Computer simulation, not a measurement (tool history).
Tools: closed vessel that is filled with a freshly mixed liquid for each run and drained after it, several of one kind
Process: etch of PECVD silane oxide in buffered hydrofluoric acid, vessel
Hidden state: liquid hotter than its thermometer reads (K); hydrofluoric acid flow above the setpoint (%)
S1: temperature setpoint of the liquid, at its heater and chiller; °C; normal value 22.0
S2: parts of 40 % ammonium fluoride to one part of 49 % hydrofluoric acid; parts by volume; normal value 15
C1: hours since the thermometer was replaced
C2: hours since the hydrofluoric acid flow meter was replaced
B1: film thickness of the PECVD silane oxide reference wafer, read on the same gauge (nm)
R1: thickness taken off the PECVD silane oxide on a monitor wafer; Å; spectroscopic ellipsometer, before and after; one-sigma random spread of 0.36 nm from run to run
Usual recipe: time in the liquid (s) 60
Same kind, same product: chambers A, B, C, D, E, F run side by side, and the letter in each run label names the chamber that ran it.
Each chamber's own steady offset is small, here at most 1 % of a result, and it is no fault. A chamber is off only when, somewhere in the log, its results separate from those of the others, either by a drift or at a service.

{"run": "1B", "hour": 3.3, "S1": 22.0, "S2": 15, "time in the liquid (s)": 60, "C1": 164.8, "C2": 953.0, "B1": 69.983, "R1": 813.94}
{"run": "2A", "hour": 6.4, "S1": 22.0, "S2": 15, "time in the liquid (s)": 60, "C1": 1552.3, "C2": 263.2, "B1": 70.004, "R1": 826.24}
{"run": "3D", "hour": 9.6, "S1": 22.0, "S2": 15, "time in the liquid (s)": 60, "C1": 1487.0, "C2": 490.7, "B1": 69.986, "R1": 817.17}
{"run": "4E", "hour": 13.5, "S1": 22.0, "S2": 15, "time in the liquid (s)": 60, "C1": 1433.1, "C2": 1558.9, "B1": 69.994, "R1": 807.48}
{"run": "5C", "hour": 16.9, "S1": 22.0, "S2": 15, "time in the liquid (s)": 60, "C1": 1165.9, "C2": 137.5, "B1": 70.002, "R1": 811.22}
{"run": "6F", "hour": 20.7, "S1": 22.0, "S2": 15, "time in the liquid (s)": 60, "C1": 678.1, "C2": 612.0, "B1": 69.974, "R1": 816.83}
{"run": "7F", "hour": 22.9, "S1": 22.0, "S2": 15, "time in the liquid (s)": 60, "C1": 680.3, "C2": 614.2, "B1": 69.99, "R1": 820.82}
{"run": "8B", "hour": 27.7, "S1": 22.0, "S2": 15, "time in the liquid (s)": 60, "C1": 189.2, "C2": 977.4, "B1": 70.021, "R1": 822.44}
{"run": "9C", "hour": 32.4, "S1": 24.0, "S2": 15, "time in the liquid (s)": 60, "C1": 1181.4, "C2": 153.0, "B1": 70.017, "R1": 909.15}
{"run": "10A", "hour": 36.0, "S1": 24.0, "S2": 15, "time in the liquid (s)": 60, "C1": 1581.9, "C2": 292.8, "B1": 69.997, "R1": 920.86}
{"run": "11D", "hour": 40.7, "S1": 24.0, "S2": 15, "time in the liquid (s)": 60, "C1": 1518.1, "C2": 521.8, "B1": 69.992, "R1": 916.42}
{"run": "12E", "hour": 44.5, "S1": 24.0, "S2": 15, "time in the liquid (s)": 60, "C1": 1464.1, "C2": 1589.9, "B1": 70.006, "R1": 900.78}
{"run": "13A", "hour": 47.6, "S1": 24.0, "S2": 15, "time in the liquid (s)": 60, "C1": 1593.5, "C2": 304.4, "B1": 70.021, "R1": 918.73}
{"run": "14F", "hour": 51.8, "S1": 24.0, "S2": 15, "time in the liquid (s)": 60, "C1": 709.2, "C2": 643.1, "B1": 70.009, "R1": 914.11}
{"run": "15B", "hour": 54.7, "S1": 22.0, "S2": 15, "time in the liquid (s)": 60, "C1": 216.2, "C2": 1004.4, "B1": 69.972, "R1": 812.32}
{"run": "16C", "hour": 58.5, "S1": 22.0, "S2": 15, "time in the liquid (s)": 60, "C1": 1207.5, "C2": 179.1, "B1": 70.002, "R1": 815.49}
{"run": "17E", "hour": 62.3, "S1": 22.0, "S2": 15, "time in the liquid (s)": 60, "C1": 1481.9, "C2": 1607.7, "B1": 70.033, "R1": 816.47}
{"run": "18D", "hour": 65.1, "S1": 18.0, "S2": 15, "time in the liquid (s)": 60, "C1": 1542.5, "C2": 546.2, "B1": 70.041, "R1": 651.43}
{"run": "19E", "hour": 68.3, "S1": 18.0, "S2": 15, "time in the liquid (s)": 60, "C1": 1487.9, "C2": 1613.7, "B1": 69.972, "R1": 648.82}
{"run": "20B", "hour": 72.7, "S1": 18.0, "S2": 15, "time in the liquid (s)": 60, "C1": 234.2, "C2": 1022.4, "B1": 70.009, "R1": 660.45}
{"run": "21D", "hour": 74.8, "S1": 18.0, "S2": 15, "time in the liquid (s)": 60, "C1": 1552.2, "C2": 555.9, "B1": 69.984, "R1": 648.25}
{"hour": 78.8, "done": "chamber A: thermometer replaced"}
{"run": "22A", "hour": 79.0, "S1": 18.0, "S2": 15, "time in the liquid (s)": 60, "C1": 0.3, "C2": 335.8, "B1": 70.005, "R1": 654.49}
{"run": "23C", "hour": 83.8, "S1": 18.0, "S2": 15, "time in the liquid (s)": 60, "C1": 1232.8, "C2": 204.4, "B1": 70.042, "R1": 647.07}
{"run": "24F", "hour": 87.2, "S1": 22.0, "S2": 15, "time in the liquid (s)": 60, "C1": 744.6, "C2": 678.5, "B1": 70.024, "R1": 808.48}
{"run": "25D", "hour": 92.1, "S1": 22.0, "S2": 15, "time in the liquid (s)": 60, "C1": 1569.5, "C2": 573.2, "B1": 69.982, "R1": 813.59}
{"run": "26A", "hour": 95.4, "S1": 22.0, "S2": 15, "time in the liquid (s)": 60, "C1": 16.7, "C2": 352.2, "B1": 70.015, "R1": 822.22}
{"run": "27B", "hour": 98.0, "S1": 26.5, "S2": 15, "time in the liquid (s)": 60, "C1": 259.5, "C2": 1047.7, "B1": 70.011, "R1": 1043.6}
{"run": "28F", "hour": 102.6, "S1": 26.5, "S2": 15, "time in the liquid (s)": 60, "C1": 760.0, "C2": 693.9, "B1": 69.98, "R1": 1040.7}
{"hour": 107.0, "done": "chamber C: thermometer replaced"}
{"run": "29C", "hour": 107.3, "S1": 26.5, "S2": 15, "time in the liquid (s)": 60, "C1": 0.3, "C2": 227.9, "B1": 70.02, "R1": 1038.1}
{"run": "30E", "hour": 110.5, "S1": 26.5, "S2": 15, "time in the liquid (s)": 60, "C1": 1530.1, "C2": 1655.9, "B1": 70.005, "R1": 1054.1}
{"run": "31D", "hour": 114.3, "S1": 26.5, "S2": 15, "time in the liquid (s)": 60, "C1": 1591.7, "C2": 595.4, "B1": 69.997, "R1": 1039.9}
{"run": "32E", "hour": 117.6, "S1": 26.5, "S2": 15, "time in the liquid (s)": 60, "C1": 1537.2, "C2": 1663.0, "B1": 69.991, "R1": 1055.9}
{"run": "33C", "hour": 120.4, "S1": 22.0, "S2": 15, "time in the liquid (s)": 60, "C1": 13.4, "C2": 241.0, "B1": 69.992, "R1": 815.98}
{"run": "34F", "hour": 122.6, "S1": 22.0, "S2": 15, "time in the liquid (s)": 60, "C1": 780.0, "C2": 713.9, "B1": 70.007, "R1": 811.9}
{"run": "35B", "hour": 125.0, "S1": 22.0, "S2": 15, "time in the liquid (s)": 60, "C1": 286.5, "C2": 1074.7, "B1": 69.99, "R1": 811.36}
{"run": "36A", "hour": 128.0, "S1": 22.0, "S2": 15, "time in the liquid (s)": 60, "C1": 49.3, "C2": 384.8, "B1": 70.007, "R1": 817.61}
{"run": "37B", "hour": 132.9, "S1": 24.0, "S2": 15, "time in the liquid (s)": 60, "C1": 294.4, "C2": 1082.6, "B1": 70.012, "R1": 909.68}
{"run": "38D", "hour": 135.5, "S1": 24.0, "S2": 15, "time in the liquid (s)": 60, "C1": 1612.9, "C2": 616.6, "B1": 69.984, "R1": 918.35}
{"run": "39A", "hour": 138.7, "S1": 24.0, "S2": 15, "time in the liquid (s)": 60, "C1": 60.0, "C2": 395.5, "B1": 70.006, "R1": 911.02}
{"run": "40F", "hour": 143.3, "S1": 24.0, "S2": 15, "time in the liquid (s)": 60, "C1": 800.7, "C2": 734.6, "B1": 69.986, "R1": 905.65}
{"run": "41E", "hour": 145.8, "S1": 24.0, "S2": 15, "time in the liquid (s)": 60, "C1": 1565.4, "C2": 1691.2, "B1": 69.976, "R1": 931.41}

The same settings go to every chamber for the next run, one line per chamber below. Forecast the results for each:
{"run": "42A", "hour": 149.4, "S1": 22.0, "S2": 18, "time in the liquid (s)": 60, "R1": "?"}
{"run": "42B", "hour": 149.4, "S1": 22.0, "S2": 18, "time in the liquid (s)": 60, "R1": "?"}
{"run": "42C", "hour": 149.4, "S1": 22.0, "S2": 18, "time in the liquid (s)": 60, "R1": "?"}
{"run": "42D", "hour": 149.4, "S1": 22.0, "S2": 18, "time in the liquid (s)": 60, "R1": "?"}
{"run": "42E", "hour": 149.4, "S1": 22.0, "S2": 18, "time in the liquid (s)": 60, "R1": "?"}
{"run": "42F", "hour": 149.4, "S1": 22.0, "S2": 18, "time in the liquid (s)": 60, "R1": "?"}

run=42A R1=681.84
run=42B R1=682.53
run=42C R1=682.06
run=42D R1=680.67
run=42E R1=700.75
run=42F R1=678.36

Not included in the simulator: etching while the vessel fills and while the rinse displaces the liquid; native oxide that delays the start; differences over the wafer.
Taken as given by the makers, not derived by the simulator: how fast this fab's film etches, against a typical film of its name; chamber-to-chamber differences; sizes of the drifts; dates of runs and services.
